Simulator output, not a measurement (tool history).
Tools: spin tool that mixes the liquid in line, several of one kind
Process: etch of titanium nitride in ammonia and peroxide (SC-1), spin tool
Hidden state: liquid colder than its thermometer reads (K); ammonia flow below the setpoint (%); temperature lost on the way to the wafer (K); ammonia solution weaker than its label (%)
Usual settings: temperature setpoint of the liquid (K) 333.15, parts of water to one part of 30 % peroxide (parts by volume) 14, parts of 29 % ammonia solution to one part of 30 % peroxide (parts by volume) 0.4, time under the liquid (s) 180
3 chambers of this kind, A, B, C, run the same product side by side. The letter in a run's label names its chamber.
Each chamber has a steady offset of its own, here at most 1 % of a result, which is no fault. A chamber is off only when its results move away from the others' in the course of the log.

run,day,temperature setpoint of the liquid (K),parts of water to one part of 30 % peroxide (parts by volume),parts of 29 % ammonia solution to one part of 30 % peroxide (parts by volume),time under the liquid (s),hours since the thermometer was replaced,hours since the ammonia flow meter was replaced,hours since the heated supply line was repaired,hours since the drum of ammonia solution was connected,"read-back film thickness of the titanium nitride reference wafer, read on the same gauge (nm)",thickness taken off the titanium nitride on a monitor wafer (angstrom)
1C,0.433,333.15,14,0.4,180,54.2,1672.4,2943.6,126.8,130,124.86
2A,0.842,333.15,14,0.4,180,422.8,557.9,3070.1,531.1,129.99,124.69
3B,1.138,333.15,14,0.4,180,1801,1061.7,1318.5,242.9,130.01,123.5
4B,1.571,333.15,14,0.4,180,1811.4,1072.1,1328.9,253.3,129.98,126.85
# day 1.825: chamber A: new drum of ammonia solution connected
5C,1.992,336.15,14,0.4,180,91.6,1709.8,2981,164.2,130.01,151.64
6A,2.238,336.15,14,0.4,180,456.3,591.4,3103.6,10,130.02,153.57
7C,2.612,336.15,14,0.4,180,106.5,1724.7,2995.9,179.1,129.96,148.63
# day 2.971: chamber C: heated supply line repaired
8B,3.021,333.15,14,0.4,180,1846.2,1106.9,1363.7,288.1,130.03,124.79
9A,3.342,333.15,14,0.4,180,482.8,617.9,3130.1,36.5,130.01,126.03
10A,3.742,333.15,14,0.4,180,492.4,627.5,3139.7,46.1,130.02,127.45
11C,3.958,333.15,14,0.4,180,138.8,1757,23.7,211.4,129.99,125.61
12B,4.208,333.15,14,0.4,180,1874.7,1135.4,1392.2,316.6,130.01,123.99
13C,4.538,333.15,14,0.4,180,152.7,1770.9,37.6,225.3,130,124.43
14B,4.904,333.15,14,0.4,180,1891.4,1152.1,1408.9,333.3,130.02,123.08
15A,5.246,333.15,14,0.4,180,528.5,663.6,3175.8,82.2,129.97,125.88
16B,5.458,329.65,19.5,0.4,180,1904.7,1165.4,1422.2,346.6,130,81.009
# day 5.758: chamber B: thermometer replaced
17C,5.788,329.65,19.5,0.4,180,182.7,1800.9,67.6,255.3,130.02,82.244
18A,6.088,329.65,19.5,0.4,180,548.7,683.8,3196,102.4,129.96,84.115
19B,6.388,333.15,14,0.4,180,15.1,1187.7,1444.5,368.9,130,120.51
20C,6.788,333.15,14,0.4,180,206.7,1824.9,91.6,279.3,130.01,125.14
# day 7.025: chamber B: ammonia flow meter replaced
21A,7.15,333.15,14,0.4,180,574.2,709.3,3221.5,127.9,130.02,127.6
22C,7.488,333.15,14,0.4,180,223.5,1841.7,108.4,296.1,130,125.27
23B,7.829,333.15,14,0.4,180,49.7,19.3,1479.1,403.5,130.06,119.37
24A,8.217,333.15,14,0.4,180,599.8,734.9,3247.1,153.5,129.97,125.05

Next, every chamber runs the same settings. What will each give?
25A,8.538,337.65,14,0.4,180,,,,,,?
25B,8.538,337.65,14,0.4,180,,,,,,?
25C,8.538,337.65,14,0.4,180,,,,,,?

run,thickness taken off the titanium nitride on a monitor wafer (angstrom)
25A,168.6
25B,157.52
25C,166.22
